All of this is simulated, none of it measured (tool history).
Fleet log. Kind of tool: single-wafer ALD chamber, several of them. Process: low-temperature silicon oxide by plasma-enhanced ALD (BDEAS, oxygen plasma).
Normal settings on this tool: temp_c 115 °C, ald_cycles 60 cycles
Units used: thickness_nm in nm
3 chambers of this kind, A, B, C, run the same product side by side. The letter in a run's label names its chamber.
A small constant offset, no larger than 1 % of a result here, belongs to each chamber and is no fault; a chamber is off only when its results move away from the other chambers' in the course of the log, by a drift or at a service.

run   hour  temp_c  ald_cycles  hours since the last thermocouple change  read-back reference wafer on the same gauge, thickness_nm  thickness_nm
 1B   11.1     115          60                                    1000.5                                                     9.2831        8.3289
 2C   21.7     115          60                                    2180.2                                                     9.2851        8.2953
 3A   28.3     115          60                                     687.5                                                     9.2828        8.3787
 4C   36.6     115          60                                    2195.1                                                     9.2844         8.237
 5B   46.1     115          60                                    1035.5                                                     9.2814         8.325
 6A   54.4     115          60                                     713.6                                                     9.2772        8.4187
 7C   65.8     115          60                                    2224.3                                                     9.2778        8.2909
 8A   76.2     115          60                                     735.4                                                     9.2751        8.4143
 9B   84.8     115          60                                    1074.2                                                     9.2721          8.36
10B   97.1     122          55                                    1086.5                                                     9.2798        7.5689
11A  104.6     122          55                                     763.8                                                     9.2805        7.6208
12C  109.9     122          55                                    2268.4                                                     9.2815        7.4989
     113.1  -- chamber C: thermocouple changed; heater temperature recalibrated
13A    119     115          60                                     778.2                                                     9.2795        8.4036
14C  128.1     115          60                                      15.1                                                     9.2782        8.3161
15B  140.4     115          60                                    1129.8                                                     9.2787        8.3339
16A  149.6     115          60                                     808.8                                                     9.2801          8.42
17B  160.3     115          60                                    1149.7                                                     9.2817        8.3389
18C  170.1     115          60                                      57.1                                                     9.2761        8.3368
19B  176.6     115          60                                      1166                                                     9.2754        8.3711
20A  186.5     115          60                                     845.7                                                     9.2774        8.3522
21C  197.7     110          50                                      84.7                                                      9.284         6.943
22B  205.9     110          50                                    1195.3                                                     9.2831        6.9857
23C  216.5     110          50                                     103.5                                                     9.2858        6.9956
24A  223.4     115          60                                     882.6                                                      9.284        8.4415
25A  235.3     104          60                                     894.5                                                     9.2852        8.5625
26B  246.8     104          60                                    1236.2                                                     9.2868        8.4971
27C    256     104          60                                       143                                                     9.2829        8.4855
28C  267.2     115          60                                     154.2                                                     9.2753          8.29
29B  278.2     115          67                                    1267.6                                                     9.2837        9.3112
30A  288.7     115          67                                     947.9                                                     9.2773        9.4322
31A  299.9     115          67                                     959.1                                                     9.2798        9.3859
32B  305.6     115          60                                      1295                                                     9.2809        8.3663
33C  312.5     115          60                                     199.5                                                     9.2821        8.3064
34B  318.1     115          60                                    1307.5                                                     9.2875        8.3552
35C  329.1     115          60                                     216.1                                                     9.2774           8.3
36A  335.7     124          67                                     994.9                                                     9.2796        9.2188
37A  346.7     124          67                                    1005.9                                                     9.2771        9.2907
38B  358.1     124          67                                    1347.5                                                     9.2815        9.1551
39C  366.8     115          60                                     253.8                                                     9.2773        8.3423

The same settings go to every chamber for the next run, one line per chamber below. Forecast the results for each:
40A  375.6     115          67                                                                                                                  ?
40B  375.6     115          67                                                                                                                  ?
40C  375.6     115          67                                                                                                                  ?

run  thickness_nm
40A        9.3955
40B        9.3088
40C         9.224
